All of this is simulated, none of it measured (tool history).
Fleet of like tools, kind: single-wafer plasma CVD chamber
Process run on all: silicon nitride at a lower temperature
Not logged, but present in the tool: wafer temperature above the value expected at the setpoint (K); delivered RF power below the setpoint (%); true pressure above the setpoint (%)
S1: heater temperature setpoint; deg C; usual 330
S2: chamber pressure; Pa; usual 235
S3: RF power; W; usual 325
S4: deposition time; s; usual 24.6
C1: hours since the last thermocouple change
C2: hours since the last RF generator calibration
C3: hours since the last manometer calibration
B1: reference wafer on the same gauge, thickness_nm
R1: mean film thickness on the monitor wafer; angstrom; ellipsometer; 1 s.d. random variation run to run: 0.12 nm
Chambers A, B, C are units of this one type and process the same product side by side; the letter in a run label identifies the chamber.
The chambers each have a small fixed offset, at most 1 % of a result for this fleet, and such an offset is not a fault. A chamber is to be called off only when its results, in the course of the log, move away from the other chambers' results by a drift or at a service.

run   hour   S1   S2   S3    S4      C1     C2      C3      B1      R1
 1A    2.9  330  235  325  24.6   983.2  714.2  1378.7  26.282  315.57
 2C    5.8  330  235  325  24.6  1464.7  659.9  1587.7  26.304  317.84
 3B   10.6  330  235  325  24.6   970.5  488.2    96.0  26.285  313.67
 4A   14.8  330  235  325  24.6   995.1  726.1  1390.6  26.305  315.44
 5B   20.0  330  235  325  24.6   979.9  497.6   105.4  26.281  313.12
 6C   24.4  330  235  325  24.6  1483.3  678.5  1606.3  26.284  314.75
 7B   27.8  330  235  325  24.6   987.7  505.4   113.2  26.317  313.39
 8A   30.9  330  235  325  24.6  1011.2  742.2  1406.7  26.318  317.42
 9C   34.0  330  235  325  24.6  1492.9  688.1  1615.9  26.254  316.54
10B   37.6  330  235  325  24.6   997.5  515.2   123.0  26.287  312.91
11A   42.4  330  235  325  24.6  1022.7  753.7  1418.2  26.297  316.05
12C   46.7  325  235  325  24.6  1505.6  700.8  1628.6  26.319  315.28
13C   50.7  325  235  325  24.6  1509.6  704.8  1632.6  26.285  317.07
14B   55.8  325  235  325  24.6  1015.7  533.4   141.2  26.302  311.28
      58.9  -- chamber C: thermocouple changed; heater temperature recalibrated
15A   59.9  330  235  325  24.6  1040.2  771.2  1435.7  26.308  317.06
16A   63.4  330  235  325  24.6  1043.7  774.7  1439.2  26.295  317.94
17B   67.4  330  235  325  24.6  1027.3  545.0   152.8  26.310  306.24
18C   71.5  330  235  325  24.6    12.6  725.6  1653.4  26.297  315.64
19C   75.2  330  235  325  24.6    16.3  729.3  1657.1  26.276  314.79
      76.4  -- chamber A: thermocouple changed; heater temperature recalibrated
20A   80.0  330  235  280  24.6     3.7  791.3  1455.8  26.284  287.06
21B   83.7  330  235  280  24.6  1043.6  561.3   169.1  26.322  276.83
22C   86.9  330  235  280  24.6    28.0  741.0  1668.8  26.294  288.70
23B   89.4  330  235  325  24.6  1049.3  567.0   174.8  26.303  304.88
24A   93.2  330  235  325  24.6    16.9  804.5  1469.0  26.284  314.96
25A   97.3  330  285  290  24.6    21.0  808.6  1473.1  26.298  306.99
26C  102.8  330  285  290  24.6    43.9  756.9  1684.7  26.284  308.54

Predict what each chamber gives when all 3 of them run the settings below next.
27A  106.9  330  235  325  23.0                   ?
27B  106.9  330  235  325  23.0                   ?
27C  106.9  330  235  325  23.0                   ?

run      R1
27A  296.34
27B  283.34
27C  295.31

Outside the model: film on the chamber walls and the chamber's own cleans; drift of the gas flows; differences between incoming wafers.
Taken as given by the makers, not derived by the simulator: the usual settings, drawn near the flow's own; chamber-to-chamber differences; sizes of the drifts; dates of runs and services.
